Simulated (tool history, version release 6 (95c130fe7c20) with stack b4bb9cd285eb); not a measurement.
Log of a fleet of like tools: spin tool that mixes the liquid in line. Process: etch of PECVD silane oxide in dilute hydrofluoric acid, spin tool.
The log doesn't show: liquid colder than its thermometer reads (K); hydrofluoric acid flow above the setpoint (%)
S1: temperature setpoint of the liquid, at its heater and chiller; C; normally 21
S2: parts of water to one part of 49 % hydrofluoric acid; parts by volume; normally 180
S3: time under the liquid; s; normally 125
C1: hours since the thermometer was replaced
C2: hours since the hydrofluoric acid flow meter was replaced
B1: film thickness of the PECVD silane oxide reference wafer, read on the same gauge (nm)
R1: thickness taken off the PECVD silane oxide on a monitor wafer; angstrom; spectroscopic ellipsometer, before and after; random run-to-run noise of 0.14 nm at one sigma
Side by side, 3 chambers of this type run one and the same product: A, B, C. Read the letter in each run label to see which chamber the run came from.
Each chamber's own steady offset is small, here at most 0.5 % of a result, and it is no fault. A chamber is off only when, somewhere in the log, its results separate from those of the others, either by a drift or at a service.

run,hour,S1,S2,S3,C1,C2,B1,R1
1A,11.0,21,180,125,484.5,342.4,50.017,256.69
2C,23.5,21,180,125,291.0,518.4,50.030,256.99
3B,30.0,21,180,125,1010.7,1041.4,49.951,257.79
4C,39.2,21,180,125,306.7,534.1,49.991,255.75
5A,47.7,21,180,125,521.2,379.1,50.006,256.75
6B,61.7,21,180,125,1042.4,1073.1,49.984,255.84
7B,75.3,21,180,85,1056.0,1086.7,49.960,174.04
8A,88.8,21,180,85,562.3,420.2,50.004,176.26
# hour 99.6: chamber B: thermometer replaced
9C,100.4,21,180,85,367.9,595.3,50.006,174.67
10C,107.8,21,180,165,375.3,602.7,49.990,336.39
11A,117.0,21,180,165,590.5,448.4,49.969,341.65
12B,127.1,21,180,165,27.6,1138.5,50.020,339.87
13A,133.4,21,180,125,606.9,464.8,49.984,261.42
14C,145.6,21,180,125,413.1,640.5,50.039,252.70
15B,156.5,21,180,125,57.0,1167.9,49.975,258.89
16C,167.8,21,180,125,435.3,662.7,50.001,256.16
17B,176.3,21,180,125,76.8,1187.7,49.970,256.94
18A,186.2,21,180,125,659.7,517.6,49.984,260.64
19A,196.2,21,180,125,669.7,527.6,49.977,260.27
20B,210.0,21,180,125,110.5,1221.4,49.996,255.38
21C,222.8,21,180,125,490.3,717.7,50.031,256.79
22B,231.8,21,180,125,132.3,1243.2,49.982,257.51
23A,244.1,21,180,125,717.6,575.5,49.989,265.53
24C,258.0,21,180,125,525.5,752.9,50.016,256.14
# hour 258.4: chamber A: thermometer replaced
25A,268.8,21,180,125,10.5,600.2,49.995,265.57
26C,275.7,21,180,125,543.2,770.6,49.998,255.90
27B,287.6,21,180,125,188.1,1299.0,49.991,258.54
28C,301.7,21,180,125,569.2,796.6,49.990,256.10
29B,312.3,21,180,125,212.8,1323.7,49.999,257.66
30A,319.4,21,180,125,61.1,650.8,50.011,270.83

Is one chamber off against the others, does the gauge drift, or is nothing wrong? If a chamber is off, say which, and what the likeliest cause is.

Chamber A drifts away from the others.
Cause: hydrofluoric acid flow above the setpoint (%) = 4.57.

Which of the 4 candidates below, each the usual settings with something changed and its results left as question marks, puts chamber A back in line with what the other chambers give on the usual settings?
Allowed miss from the other chambers' usual-settings mean, per result, to count as in line: R1 4.70 angstrom
31A-1,329.5,21.0,170,130,,,,?
31A-2,329.5,22.5,180,125,,,,?
31A-3,329.5,19.5,180,125,,,,?
31A-4,329.5,21.0,190,120,,,,?

Usual-settings mean across the other chambers: R1 256.85 angstrom
run,R1
31A-1,300.59
31A-2,286.19
31A-3,255.09
31A-4,243.48
The right change is 31A-3: it brings the chamber back within the allowed miss of the others.
